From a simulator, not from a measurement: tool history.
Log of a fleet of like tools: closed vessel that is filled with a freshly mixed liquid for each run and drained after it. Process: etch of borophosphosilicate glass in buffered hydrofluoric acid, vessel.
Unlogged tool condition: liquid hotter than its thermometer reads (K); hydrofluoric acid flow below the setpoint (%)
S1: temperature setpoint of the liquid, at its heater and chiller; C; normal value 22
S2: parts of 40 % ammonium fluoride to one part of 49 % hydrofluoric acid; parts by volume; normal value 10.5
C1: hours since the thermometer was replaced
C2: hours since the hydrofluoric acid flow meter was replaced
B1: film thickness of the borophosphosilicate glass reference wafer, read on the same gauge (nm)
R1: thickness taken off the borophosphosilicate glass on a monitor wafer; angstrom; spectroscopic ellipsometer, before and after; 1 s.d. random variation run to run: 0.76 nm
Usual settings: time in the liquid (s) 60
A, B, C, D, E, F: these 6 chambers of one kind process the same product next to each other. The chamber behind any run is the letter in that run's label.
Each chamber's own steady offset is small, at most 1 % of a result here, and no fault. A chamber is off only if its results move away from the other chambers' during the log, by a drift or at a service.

run 1C day=0.217 | S1=22 S2=10.5 time_in_the_liquid_(s)=60 | C1=2185.2 C2=424.2 | B1=149.97 | R1=1543.2
run 2F day=0.421 | S1=22 S2=10.5 time_in_the_liquid_(s)=60 | C1=1675.3 C2=94.8 | B1=150.01 | R1=1537.4
run 3D day=0.596 | S1=22 S2=10.5 time_in_the_liquid_(s)=60 | C1=53.5 C2=2046.1 | B1=150 | R1=1546.9
run 4B day=0.804 | S1=22 S2=10.5 time_in_the_liquid_(s)=60 | C1=947.8 C2=1577.5 | B1=150.01 | R1=1556.8
run 5A day=1.079 | S1=22 S2=10.5 time_in_the_liquid_(s)=60 | C1=87.2 C2=391.1 | B1=149.98 | R1=1535.7
run 6E day=1.442 | S1=22 S2=10.5 time_in_the_liquid_(s)=75 | C1=1153.4 C2=993.6 | B1=149.98 | R1=1947.5
run 7D day=1.679 | S1=22 S2=10.5 time_in_the_liquid_(s)=75 | C1=79.5 C2=2072.1 | B1=150 | R1=1933.2
run 8A day=1.892 | S1=22 S2=10.5 time_in_the_liquid_(s)=75 | C1=106.7 C2=410.6 | B1=150 | R1=1929.8
run 9C day=2.225 | S1=22 S2=10.5 time_in_the_liquid_(s)=75 | C1=2233.4 C2=472.4 | B1=149.99 | R1=1915.1
run 10E day=2.433 | S1=22 S2=10.5 time_in_the_liquid_(s)=75 | C1=1177.2 C2=1017.4 | B1=150.01 | R1=1954.5
run 11B day=2.796 | S1=22 S2=10.5 time_in_the_liquid_(s)=75 | C1=995.6 C2=1625.3 | B1=150.01 | R1=1940.3
run 12F day=2.958 | S1=22 S2=10.5 time_in_the_liquid_(s)=60 | C1=1736.2 C2=155.7 | B1=150 | R1=1514.8
run 13E day=3.308 | S1=22 S2=10.5 time_in_the_liquid_(s)=60 | C1=1198.2 C2=1038.4 | B1=150 | R1=1567.6
run 14A day=3.654 | S1=22 S2=10.5 time_in_the_liquid_(s)=60 | C1=149 C2=452.9 | B1=149.99 | R1=1540.9
run 15D day=3.917 | S1=22 S2=10.5 time_in_the_liquid_(s)=60 | C1=133.2 C2=2125.8 | B1=149.99 | R1=1531.2
run 16F day=4.15 | S1=22 S2=10.5 time_in_the_liquid_(s)=60 | C1=1764.8 C2=184.3 | B1=150 | R1=1521.4
run 17B day=4.383 | S1=18 S2=9 time_in_the_liquid_(s)=60 | C1=1033.7 C2=1663.4 | B1=149.99 | R1=1403.7
run 18C day=4.579 | S1=18 S2=9 time_in_the_liquid_(s)=60 | C1=2289.9 C2=528.9 | B1=150 | R1=1381.8
run 19E day=4.742 | S1=18 S2=9 time_in_the_liquid_(s)=60 | C1=1232.6 C2=1072.8 | B1=149.96 | R1=1401.7
run 20F day=4.992 | S1=18 S2=9 time_in_the_liquid_(s)=60 | C1=1785 C2=204.5 | B1=150.01 | R1=1379
run 21D day=5.154 | S1=18 S2=9 time_in_the_liquid_(s)=60 | C1=162.9 C2=2155.5 | B1=150 | R1=1380.9
run 22A day=5.421 | S1=18 S2=9 time_in_the_liquid_(s)=60 | C1=191.4 C2=495.3 | B1=150.02 | R1=1385.4
run 23C day=5.646 | S1=22 S2=10.5 time_in_the_liquid_(s)=60 | C1=2315.5 C2=554.5 | B1=149.97 | R1=1536
run 24B day=5.838 | S1=22 S2=10.5 time_in_the_liquid_(s)=60 | C1=1068.6 C2=1698.3 | B1=149.99 | R1=1545.7
run 25F day=6.067 | S1=22 S2=10.5 time_in_the_liquid_(s)=60 | C1=1810.8 C2=230.3 | B1=150.02 | R1=1533.6
run 26B day=6.271 | S1=22 S2=10.5 time_in_the_liquid_(s)=60 | C1=1079 C2=1708.7 | B1=150.01 | R1=1539
run 27A day=6.546 | S1=22 S2=10.5 time_in_the_liquid_(s)=60 | C1=218.4 C2=522.3 | B1=150 | R1=1553.6
run 28E day=6.8 | S1=22 S2=10.5 time_in_the_liquid_(s)=60 | C1=1282 C2=1122.2 | B1=149.99 | R1=1553.8
run 29C day=7.017 | S1=22 S2=10.5 time_in_the_liquid_(s)=60 | C1=2348.4 C2=587.4 | B1=150 | R1=1534.1
-- day=7.242 chamber B: hydrofluoric acid flow meter replaced
run 30D day=7.288 | S1=22 S2=10.5 time_in_the_liquid_(s)=60 | C1=214.1 C2=2206.7 | B1=150 | R1=1550.8
run 31D day=7.625 | S1=22 S2=10.5 time_in_the_liquid_(s)=60 | C1=222.2 C2=2214.8 | B1=149.99 | R1=1533.4
run 32F day=7.808 | S1=22 S2=10.5 time_in_the_liquid_(s)=60 | C1=1852.6 C2=272.1 | B1=149.98 | R1=1527.4
run 33B day=7.979 | S1=22 S2=7.5 time_in_the_liquid_(s)=60 | C1=1120 C2=17.7 | B1=150.01 | R1=2116.6
-- day=8.075 chamber D: hydrofluoric acid flow meter replaced
run 34E day=8.321 | S1=22 S2=7.5 time_in_the_liquid_(s)=60 | C1=1318.5 C2=1158.7 | B1=150.02 | R1=2126.7
run 35C day=8.554 | S1=22 S2=7.5 time_in_the_liquid_(s)=60 | C1=2385.3 C2=624.3 | B1=149.98 | R1=2135.4
run 36A day=8.821 | S1=22 S2=7.5 time_in_the_liquid_(s)=60 | C1=273 C2=576.9 | B1=149.99 | R1=2139.9
run 37C day=9.121 | S1=22 S2=7.5 time_in_the_liquid_(s)=60 | C1=2398.9 C2=637.9 | B1=149.99 | R1=2152.8
run 38B day=9.354 | S1=22 S2=7.5 time_in_the_liquid_(s)=60 | C1=1153 C2=50.7 | B1=150.02 | R1=2129.3
run 39D day=9.667 | S1=22 S2=10.5 time_in_the_liquid_(s)=60 | C1=271.2 C2=38.3 | B1=150.01 | R1=1552.6
run 40E day=9.858 | S1=22 S2=10.5 time_in_the_liquid_(s)=40 | C1=1355.4 C2=1195.6 | B1=149.99 | R1=1031.6
run 41F day=10.088 | S1=22 S2=10.5 time_in_the_liquid_(s)=40 | C1=1907.3 C2=326.8 | B1=150.01 | R1=1020.6
run 42A day=10.321 | S1=22 S2=10.5 time_in_the_liquid_(s)=40 | C1=309 C2=612.9 | B1=150.01 | R1=1030.8

Is one chamber off against the others, does the gauge drift, or is nothing wrong? If a chamber is off, say which, and what the likeliest cause is.

All chambers stay in line apart from their small fixed offsets, and the gauge does not drift.
